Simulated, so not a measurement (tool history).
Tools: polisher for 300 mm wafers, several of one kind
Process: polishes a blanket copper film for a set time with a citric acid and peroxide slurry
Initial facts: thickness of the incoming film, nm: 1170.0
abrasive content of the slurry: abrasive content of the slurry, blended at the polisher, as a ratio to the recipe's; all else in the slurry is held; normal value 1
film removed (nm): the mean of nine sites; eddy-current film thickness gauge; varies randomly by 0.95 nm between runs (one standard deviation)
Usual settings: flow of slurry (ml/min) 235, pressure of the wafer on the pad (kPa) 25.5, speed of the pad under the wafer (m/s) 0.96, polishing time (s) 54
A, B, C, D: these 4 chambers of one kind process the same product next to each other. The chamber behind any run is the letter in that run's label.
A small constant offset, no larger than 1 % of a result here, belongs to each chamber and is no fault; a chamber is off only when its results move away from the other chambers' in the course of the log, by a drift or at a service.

| run | hour | flow of slurry (ml/min) | pressure of the wafer on the pad (kPa) | speed of the pad under the wafer (m/s) | abrasive content of the slurry | polishing time (s) | film removed (nm) |
|---|---|---|---|---|---|---|---|
|  | 6.5 | chamber C: slurry nozzle cleaned |
| 1D | 7.2 | 235 | 25.5 | 0.96 | 1 | 54 | 153.04 |
|  | 17 | chamber C: slurry blender recalibrated |
| 2B | 20.3 | 235 | 25.5 | 0.96 | 1 | 54 | 154.47 |
|  | 21.9 | chamber A: worn pad replaced by a new one |
| 3A | 36.5 | 235 | 25.5 | 0.96 | 1 | 54 | 152.22 |
|  | 45.6 | chamber B: worn pad replaced by a new one |
| 4C | 51.1 | 235 | 25.5 | 0.96 | 1 | 54 | 149.64 |
|  | 53.8 | chamber B: slurry blender recalibrated |
| 5D | 64.7 | 235 | 25.5 | 0.96 | 1 | 54 | 154.28 |
|  | 75.6 | chamber D: worn pad replaced by a new one |
| 6B | 76.4 | 235 | 25.5 | 0.96 | 1 | 54 | 154.07 |
| 7A | 89.4 | 235 | 25.5 | 0.96 | 1 | 54 | 151.48 |
| 8C | 100.7 | 235 | 25.5 | 0.96 | 1 | 54 | 149.85 |
| 9A | 109.5 | 235 | 25.5 | 0.96 | 1 | 54 | 151.65 |
|  | 114.1 | chamber A: slurry nozzle cleaned |
|  | 119.4 | chamber A: worn pad replaced by a new one |
| 10C | 124.5 | 235 | 25.5 | 0.96 | 1 | 54 | 149.57 |
| 11B | 136.4 | 235 | 25.5 | 0.96 | 1 | 54 | 153.97 |
|  | 137.5 | chamber B: worn pad replaced by a new one |
| 12D | 147.2 | 235 | 25.5 | 0.96 | 1 | 54 | 154.96 |
| 13D | 163.6 | 300 | 25.5 | 0.96 | 1 | 73 | 211.6 |
| 14A | 173 | 300 | 25.5 | 0.96 | 1 | 73 | 213.77 |
| 15C | 186 | 300 | 25.5 | 0.96 | 1 | 73 | 206 |
| 16B | 196.1 | 300 | 25.5 | 0.96 | 1 | 73 | 213.2 |
|  | 202.4 | chamber C: slurry nozzle cleaned |
|  | 204.6 | chamber A: worn pad replaced by a new one |
| 17B | 204.9 | 235 | 25.5 | 0.96 | 1 | 54 | 153.29 |
|  | 208.4 | chamber D: slurry blender recalibrated |
| 18A | 214.4 | 235 | 25.5 | 0.96 | 1 | 54 | 154.48 |
| 19C | 222.4 | 235 | 25.5 | 0.96 | 1 | 54 | 147.27 |
| 20D | 236.9 | 235 | 25.5 | 0.96 | 1 | 54 | 152.63 |
|  | 240.2 | chamber B: worn pad replaced by a new one |
| 21C | 244.4 | 235 | 25.5 | 0.96 | 1 | 54 | 146.46 |
| 22D | 252.2 | 235 | 25.5 | 0.96 | 1 | 54 | 154.43 |
| 23B | 266.7 | 235 | 25.5 | 0.96 | 1 | 54 | 154.25 |
| 24A | 278.4 | 235 | 25.5 | 0.96 | 1 | 54 | 152.68 |
|  | 283.5 | chamber A: worn pad replaced by a new one |
| 25A | 290.3 | 235 | 25.5 | 0.96 | 1 | 54 | 152.05 |
|  | 292.6 | chamber D: worn pad replaced by a new one |
| 26C | 298.9 | 235 | 25.5 | 0.96 | 1 | 54 | 148.14 |
|  | 303.5 | chamber A: slurry blender recalibrated |
|  | 311.5 | chamber B: head pressure recalibrated |
| 27D | 315.4 | 235 | 25.5 | 0.96 | 1 | 54 | 154.64 |
|  | 317.6 | chamber B: slurry blender recalibrated |
| 28B | 327.8 | 235 | 25.5 | 0.96 | 1 | 54 | 154.48 |
| 29A | 336.6 | 235 | 25.5 | 1.28 | 1 | 72 | 269.61 |
| 30C | 349.1 | 235 | 25.5 | 1.28 | 1 | 72 | 256.01 |

Has any chamber moved away from the others, gradually or after a service, or does the common gauge drift, or do the chambers differ only by their own small steady offsets? State the chamber and the most likely cause if one applies.

Little by little, chamber C moves away from the other chambers.
What lies behind it: removal rate lost through wear of the pad, % = 3.31.
The log may not separate it from: head's pressure below its setpoint, %; abrasive missing from the slurry, %.

Chamber C could run next with any of the 4 candidate recipes listed below; each alters the usual settings, and their results appear as question marks. Which one brings its results back in line with what the other chambers deliver on the usual settings?
Allowed miss from the other chambers' usual-settings mean, per result, to count as in line: film removed (nm) 3.3
| 31C-1 | 360.9 | 235 | 26.9 | 0.96 | 1 | 54 | ? |
| 31C-2 | 360.9 | 235 | 25.5 | 0.96 | 1 | 55 | ? |
| 31C-3 | 360.9 | 235 | 24.8 | 0.96 | 1 | 53 | ? |
| 31C-4 | 360.9 | 235 | 25.5 | 0.96 | 1 | 53 | ? |

Average result of the remaining chambers running the usual settings: film removed (nm) 153.15
| run | film removed (nm) |
|---|---|
| 31C-1 | 152.87 |
| 31C-2 | 147.91 |
| 31C-3 | 138.78 |
| 31C-4 | 142.53 |
31C-1 brings the chamber back in line.

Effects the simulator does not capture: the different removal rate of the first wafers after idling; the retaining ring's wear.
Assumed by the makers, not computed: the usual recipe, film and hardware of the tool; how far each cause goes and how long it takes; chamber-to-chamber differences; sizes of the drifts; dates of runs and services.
